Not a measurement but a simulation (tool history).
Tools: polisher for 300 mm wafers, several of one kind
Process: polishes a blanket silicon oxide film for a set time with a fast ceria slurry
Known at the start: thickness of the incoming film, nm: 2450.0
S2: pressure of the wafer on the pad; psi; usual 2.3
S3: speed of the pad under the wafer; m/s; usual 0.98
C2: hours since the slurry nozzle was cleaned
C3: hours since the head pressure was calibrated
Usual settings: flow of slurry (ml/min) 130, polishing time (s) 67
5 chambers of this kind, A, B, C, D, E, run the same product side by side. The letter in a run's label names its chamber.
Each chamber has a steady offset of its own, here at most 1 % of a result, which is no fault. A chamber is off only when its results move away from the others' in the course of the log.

{"run": "1D", "hour": 3.2, "flow of slurry (ml/min)": 130, "S2": 2.3, "S3": 0.98, "polishing time (s)": 67, "wafers polished on this pad": 858, "C2": 392.1, "C3": 135.7, "film removed (angstrom)": 6956.2}
{"hour": 6.5, "done": "chamber D: worn pad replaced by a new one"}
{"run": "2E", "hour": 6.6, "flow of slurry (ml/min)": 130, "S2": 2.3, "S3": 0.98, "polishing time (s)": 67, "wafers polished on this pad": 778, "C2": 188.5, "C3": 850.4, "film removed (angstrom)": 6988}
{"run": "3A", "hour": 10.7, "flow of slurry (ml/min)": 130, "S2": 2.3, "S3": 0.98, "polishing time (s)": 67, "wafers polished on this pad": 706, "C2": 192.6, "C3": 213.1, "film removed (angstrom)": 7030.1}
{"run": "4C", "hour": 12.6, "flow of slurry (ml/min)": 130, "S2": 2.3, "S3": 0.98, "polishing time (s)": 67, "wafers polished on this pad": 188, "C2": 104.3, "C3": 17.5, "film removed (angstrom)": 6917.6}
{"run": "5B", "hour": 15.5, "flow of slurry (ml/min)": 130, "S2": 2.3, "S3": 0.98, "polishing time (s)": 67, "wafers polished on this pad": 466, "C2": 969.5, "C3": 852, "film removed (angstrom)": 6917.6}
{"run": "6A", "hour": 17.8, "flow of slurry (ml/min)": 130, "S2": 2.3, "S3": 0.98, "polishing time (s)": 67, "wafers polished on this pad": 786, "C2": 199.7, "C3": 220.2, "film removed (angstrom)": 6992.2}
{"run": "7E", "hour": 20.7, "flow of slurry (ml/min)": 130, "S2": 2.3, "S3": 0.98, "polishing time (s)": 87, "wafers polished on this pad": 935, "C2": 202.6, "C3": 864.5, "film removed (angstrom)": 8891.5}
{"run": "8D", "hour": 22.7, "flow of slurry (ml/min)": 130, "S2": 2.3, "S3": 0.98, "polishing time (s)": 87, "wafers polished on this pad": 181, "C2": 411.6, "C3": 155.2, "film removed (angstrom)": 9213.4}
{"hour": 24.4, "done": "chamber B: slurry nozzle cleaned"}
{"hour": 24.8, "done": "chamber D: slurry nozzle cleaned"}
{"run": "9B", "hour": 26.1, "flow of slurry (ml/min)": 130, "S2": 2.3, "S3": 0.98, "polishing time (s)": 87, "wafers polished on this pad": 585, "C2": 1.8, "C3": 862.6, "film removed (angstrom)": 8790.2}
{"hour": 26.3, "done": "chamber A: worn pad replaced by a new one"}
{"run": "10C", "hour": 30.6, "flow of slurry (ml/min)": 130, "S2": 2.3, "S3": 0.98, "polishing time (s)": 87, "wafers polished on this pad": 389, "C2": 122.3, "C3": 35.5, "film removed (angstrom)": 9144.4}
{"run": "11E", "hour": 35.0, "flow of slurry (ml/min)": 130, "S2": 2.3, "S3": 0.98, "polishing time (s)": 87, "wafers polished on this pad": 1095, "C2": 216.9, "C3": 878.8, "film removed (angstrom)": 8868.4}
{"run": "12C", "hour": 38.8, "flow of slurry (ml/min)": 155, "S2": 2.3, "S3": 0.98, "polishing time (s)": 83, "wafers polished on this pad": 481, "C2": 130.5, "C3": 43.7, "film removed (angstrom)": 8919.4}
{"hour": 42.3, "done": "chamber B: worn pad replaced by a new one"}
{"run": "13B", "hour": 42.5, "flow of slurry (ml/min)": 155, "S2": 2.3, "S3": 0.98, "polishing time (s)": 83, "wafers polished on this pad": 2, "C2": 18.2, "C3": 879, "film removed (angstrom)": 8771.7}
{"run": "14D", "hour": 45.1, "flow of slurry (ml/min)": 155, "S2": 2.3, "S3": 0.98, "polishing time (s)": 83, "wafers polished on this pad": 432, "C2": 20.4, "C3": 177.6, "film removed (angstrom)": 9058.9}
{"run": "15A", "hour": 48.9, "flow of slurry (ml/min)": 155, "S2": 2.3, "S3": 0.98, "polishing time (s)": 83, "wafers polished on this pad": 252, "C2": 230.8, "C3": 251.3, "film removed (angstrom)": 8973}
{"run": "16E", "hour": 51.2, "flow of slurry (ml/min)": 155, "S2": 2.3, "S3": 0.98, "polishing time (s)": 83, "wafers polished on this pad": 1276, "C2": 233.1, "C3": 895, "film removed (angstrom)": 8823.3}
{"run": "17D", "hour": 54.3, "flow of slurry (ml/min)": 145, "S2": 2.3, "S3": 0.98, "polishing time (s)": 67, "wafers polished on this pad": 535, "C2": 29.6, "C3": 186.8, "film removed (angstrom)": 7199.5}
{"run": "18C", "hour": 57.1, "flow of slurry (ml/min)": 145, "S2": 2.3, "S3": 0.98, "polishing time (s)": 67, "wafers polished on this pad": 685, "C2": 148.8, "C3": 62, "film removed (angstrom)": 7184.1}
{"run": "19A", "hour": 61.3, "flow of slurry (ml/min)": 145, "S2": 2.3, "S3": 0.98, "polishing time (s)": 67, "wafers polished on this pad": 391, "C2": 243.2, "C3": 263.7, "film removed (angstrom)": 7013.7}
{"run": "20B", "hour": 63.4, "flow of slurry (ml/min)": 145, "S2": 2.3, "S3": 0.98, "polishing time (s)": 67, "wafers polished on this pad": 236, "C2": 39.1, "C3": 899.9, "film removed (angstrom)": 7083.9}
{"run": "21C", "hour": 65.4, "flow of slurry (ml/min)": 145, "S2": 2.3, "S3": 0.98, "polishing time (s)": 67, "wafers polished on this pad": 778, "C2": 157.1, "C3": 70.3, "film removed (angstrom)": 7148}
{"run": "22B", "hour": 67.8, "flow of slurry (ml/min)": 130, "S2": 2.3, "S3": 0.98, "polishing time (s)": 67, "wafers polished on this pad": 285, "C2": 43.5, "C3": 904.3, "film removed (angstrom)": 6935.6}
{"run": "23E", "hour": 71.8, "flow of slurry (ml/min)": 130, "S2": 2.3, "S3": 0.98, "polishing time (s)": 67, "wafers polished on this pad": 1506, "C2": 253.7, "C3": 915.6, "film removed (angstrom)": 6704}
{"run": "24A", "hour": 75.1, "flow of slurry (ml/min)": 130, "S2": 2.3, "S3": 0.98, "polishing time (s)": 67, "wafers polished on this pad": 545, "C2": 257, "C3": 277.5, "film removed (angstrom)": 6802.2}
{"run": "25D", "hour": 77.2, "flow of slurry (ml/min)": 130, "S2": 2.3, "S3": 0.98, "polishing time (s)": 67, "wafers polished on this pad": 791, "C2": 52.5, "C3": 209.7, "film removed (angstrom)": 7028.1}
{"run": "26E", "hour": 79.4, "flow of slurry (ml/min)": 130, "S2": 2.1, "S3": 0.98, "polishing time (s)": 56, "wafers polished on this pad": 1591, "C2": 261.3, "C3": 923.2, "film removed (angstrom)": 5106.8}
{"hour": 80.6, "done": "chamber D: worn pad replaced by a new one"}
{"run": "27A", "hour": 82.1, "flow of slurry (ml/min)": 130, "S2": 2.1, "S3": 0.98, "polishing time (s)": 56, "wafers polished on this pad": 623, "C2": 264, "C3": 284.5, "film removed (angstrom)": 5259.3}
{"hour": 82.4, "done": "chamber C: worn pad replaced by a new one"}
{"run": "28D", "hour": 86.2, "flow of slurry (ml/min)": 130, "S2": 2.1, "S3": 0.98, "polishing time (s)": 56, "wafers polished on this pad": 63, "C2": 61.5, "C3": 218.7, "film removed (angstrom)": 5357.6}
{"run": "29C", "hour": 89.5, "flow of slurry (ml/min)": 130, "S2": 2.1, "S3": 0.98, "polishing time (s)": 56, "wafers polished on this pad": 80, "C2": 181.2, "C3": 94.4, "film removed (angstrom)": 5303.1}
{"run": "30B", "hour": 93.7, "flow of slurry (ml/min)": 130, "S2": 2.1, "S3": 0.98, "polishing time (s)": 56, "wafers polished on this pad": 574, "C2": 69.4, "C3": 930.2, "film removed (angstrom)": 5312}
{"run": "31B", "hour": 97.9, "flow of slurry (ml/min)": 130, "S2": 2.3, "S3": 0.98, "polishing time (s)": 67, "wafers polished on this pad": 621, "C2": 73.6, "C3": 934.4, "film removed (angstrom)": 6985.8}
{"run": "32A", "hour": 99.8, "flow of slurry (ml/min)": 130, "S2": 2.3, "S3": 0.98, "polishing time (s)": 67, "wafers polished on this pad": 821, "C2": 281.7, "C3": 302.2, "film removed (angstrom)": 6929.7}
{"run": "33E", "hour": 103.1, "flow of slurry (ml/min)": 130, "S2": 2.3, "S3": 0.98, "polishing time (s)": 67, "wafers polished on this pad": 1856, "C2": 285, "C3": 946.9, "film removed (angstrom)": 6470.5}
{"run": "34D", "hour": 105.5, "flow of slurry (ml/min)": 130, "S2": 2.3, "S3": 0.98, "polishing time (s)": 67, "wafers polished on this pad": 279, "C2": 80.8, "C3": 238, "film removed (angstrom)": 7104.2}
{"run": "35C", "hour": 108.2, "flow of slurry (ml/min)": 130, "S2": 2.3, "S3": 0.98, "polishing time (s)": 67, "wafers polished on this pad": 289, "C2": 199.9, "C3": 113.1, "film removed (angstrom)": 6977.1}
{"run": "36C", "hour": 111.3, "flow of slurry (ml/min)": 130, "S2": 2.3, "S3": 0.98, "polishing time (s)": 67, "wafers polished on this pad": 323, "C2": 203, "C3": 116.2, "film removed (angstrom)": 7019.1}
{"run": "37D", "hour": 115.2, "flow of slurry (ml/min)": 130, "S2": 2.3, "S3": 0.98, "polishing time (s)": 67, "wafers polished on this pad": 387, "C2": 90.5, "C3": 247.7, "film removed (angstrom)": 7021.2}
{"run": "38B", "hour": 119.2, "flow of slurry (ml/min)": 130, "S2": 2.3, "S3": 0.98, "polishing time (s)": 67, "wafers polished on this pad": 859, "C2": 94.9, "C3": 955.7, "film removed (angstrom)": 6864.1}
{"hour": 122.6, "done": "chamber B: worn pad replaced by a new one"}
{"run": "39A", "hour": 123.1, "flow of slurry (ml/min)": 130, "S2": 2.3, "S3": 0.98, "polishing time (s)": 67, "wafers polished on this pad": 1082, "C2": 305, "C3": 325.5, "film removed (angstrom)": 6857.3}
{"hour": 124.1, "done": "chamber A: worn pad replaced by a new one"}
{"run": "40E", "hour": 126.7, "flow of slurry (ml/min)": 130, "S2": 2.3, "S3": 0.98, "polishing time (s)": 67, "wafers polished on this pad": 2120, "C2": 308.6, "C3": 970.5, "film removed (angstrom)": 6504.6}
{"run": "41A", "hour": 129.0, "flow of slurry (ml/min)": 130, "S2": 2.6, "S3": 0.98, "polishing time (s)": 67, "wafers polished on this pad": 55, "C2": 310.9, "C3": 331.4, "film removed (angstrom)": 7810.8}
{"run": "42B", "hour": 132.8, "flow of slurry (ml/min)": 130, "S2": 2.6, "S3": 0.98, "polishing time (s)": 67, "wafers polished on this pad": 114, "C2": 108.5, "C3": 969.3, "film removed (angstrom)": 7940.7}
{"run": "43E", "hour": 135.7, "flow of slurry (ml/min)": 130, "S2": 2.6, "S3": 0.98, "polishing time (s)": 67, "wafers polished on this pad": 2221, "C2": 317.6, "C3": 979.5, "film removed (angstrom)": 7309.6}

Next, every chamber runs the same settings. What will each give?
{"run": "44A", "hour": 138.9, "flow of slurry (ml/min)": 130, "S2": 2.3, "S3": 0.86, "polishing time (s)": 67, "film removed (angstrom)": "?"}
{"run": "44B", "hour": 138.9, "flow of slurry (ml/min)": 130, "S2": 2.3, "S3": 0.86, "polishing time (s)": 67, "film removed (angstrom)": "?"}
{"run": "44C", "hour": 138.9, "flow of slurry (ml/min)": 130, "S2": 2.3, "S3": 0.86, "polishing time (s)": 67, "film removed (angstrom)": "?"}
{"run": "44D", "hour": 138.9, "flow of slurry (ml/min)": 130, "S2": 2.3, "S3": 0.86, "polishing time (s)": 67, "film removed (angstrom)": "?"}
{"run": "44E", "hour": 138.9, "flow of slurry (ml/min)": 130, "S2": 2.3, "S3": 0.86, "polishing time (s)": 67, "film removed (angstrom)": "?"}

run=44A film_removed_(angstrom)=6094.2
run=44B film_removed_(angstrom)=6128
run=44C film_removed_(angstrom)=6124.7
run=44D film_removed_(angstrom)=6154.8
run=44E film_removed_(angstrom)=5564.6
